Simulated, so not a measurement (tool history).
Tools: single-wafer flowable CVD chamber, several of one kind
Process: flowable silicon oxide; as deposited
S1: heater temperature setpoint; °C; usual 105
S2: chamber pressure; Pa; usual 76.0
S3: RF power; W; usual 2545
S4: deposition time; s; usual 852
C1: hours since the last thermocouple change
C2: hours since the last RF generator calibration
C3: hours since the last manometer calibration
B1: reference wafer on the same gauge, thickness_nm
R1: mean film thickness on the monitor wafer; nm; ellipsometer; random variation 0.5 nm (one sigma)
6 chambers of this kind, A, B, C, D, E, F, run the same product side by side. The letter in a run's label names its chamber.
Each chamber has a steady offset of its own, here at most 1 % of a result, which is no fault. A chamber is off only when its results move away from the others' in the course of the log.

run,hour,S1,S2,S3,S4,C1,C2,C3,B1,R1
1D,12.2,105,76.0,2545,852,2068.2,926.6,862.4,329.09,285.99
2E,18.9,105,76.0,2545,852,762.4,903.9,1140.6,329.13,284.82
3F,27.8,105,76.0,2545,852,133.9,559.0,1120.5,329.16,288.74
4A,39.4,105,76.0,2545,852,520.8,277.2,2195.7,329.21,286.84
5B,50.0,105,76.0,2545,852,1370.6,343.6,1478.7,329.49,285.83
6C,56.8,105,82.0,2545,852,1271.5,572.3,1467.2,329.47,321.45
7B,69.9,105,82.0,2545,852,1390.5,363.5,1498.6,329.33,319.99
8C,78.9,105,82.0,2545,852,1293.6,594.4,1489.3,329.47,321.88
9F,90.7,105,82.0,2545,852,196.8,621.9,1183.4,329.56,322.89
10A,96.7,105,82.0,2545,852,578.1,334.5,2253.0,329.65,320.56
11D,102.6,105,82.0,2545,852,2158.6,1017.0,952.8,329.74,319.66
12E,112.4,105,76.0,2545,852,855.9,997.4,1234.1,329.69,285.61
13D,125.0,105,76.0,2545,852,2181.0,1039.4,975.2,329.76,286.48
14F,133.3,105,76.0,2545,852,239.4,664.5,1226.0,329.65,290.24
# hour 138.0: chamber B: capacitance manometer re-zeroed and calibrated
15B,140.7,98,76.0,2545,852,1461.3,434.3,2.8,329.98,362.79
16E,152.5,98,76.0,2545,852,896.0,1037.5,1274.2,330.09,360.04
17A,162.9,98,76.0,2545,852,644.3,400.7,2319.2,330.10,364.00
18C,173.2,98,76.0,2545,852,1387.9,688.7,1583.6,330.11,364.72
19A,183.7,98,76.0,2545,852,665.1,421.5,2340.0,330.25,363.90
20E,197.0,98,76.0,2545,852,940.5,1082.0,1318.7,330.22,359.61
21C,204.7,99,76.0,2545,718,1419.4,720.2,1615.1,330.29,297.73
# hour 210.3: chamber E: thermocouple changed; heater temperature recalibrated
22B,214.6,99,76.0,2545,718,1535.2,508.2,76.7,330.42,296.54
23D,223.5,99,76.0,2545,718,2279.5,1137.9,1073.7,330.38,295.80
24F,233.3,99,76.0,2545,718,339.4,764.5,1326.0,330.38,299.94
25F,242.8,99,76.0,2545,718,348.9,774.0,1335.5,330.50,299.70
# hour 247.4: chamber D: RF generator calibrated
26C,251.5,99,76.0,2545,718,1466.2,767.0,1661.9,330.75,298.97
27E,259.4,105,76.0,2545,852,49.2,1144.4,1381.1,330.62,286.74
28B,265.4,105,76.0,2545,852,1586.0,559.0,127.5,330.73,288.09
29A,278.8,105,76.0,2545,852,760.2,516.6,2435.1,330.90,288.20
30D,291.9,105,76.0,2545,852,2347.9,44.5,1142.1,330.91,287.91
31B,299.0,105,76.0,2545,852,1619.6,592.6,161.1,330.99,287.28
32C,308.0,105,76.0,2545,852,1522.7,823.5,1718.4,331.16,290.22
33A,316.9,105,76.0,2545,852,798.3,554.7,2473.2,330.99,289.39
34E,324.6,105,76.0,2545,852,114.4,1209.6,1446.3,331.05,286.97
35F,333.9,105,76.0,2545,852,440.0,865.1,1426.6,331.21,290.54
36D,343.6,105,76.0,2545,852,2399.6,96.2,1193.8,331.17,287.24
37C,349.5,116,76.0,3025,852,1564.2,865.0,1759.9,331.29,209.28

What goes on in this fleet: one chamber off, a drifting gauge, or nothing beyond the chambers' own small offsets? Name the chamber and the cause, if any.

The gauge drifts, so all chambers seem to drift together. No chamber is off.
Cause: gauge reads high (%) = 0.712.

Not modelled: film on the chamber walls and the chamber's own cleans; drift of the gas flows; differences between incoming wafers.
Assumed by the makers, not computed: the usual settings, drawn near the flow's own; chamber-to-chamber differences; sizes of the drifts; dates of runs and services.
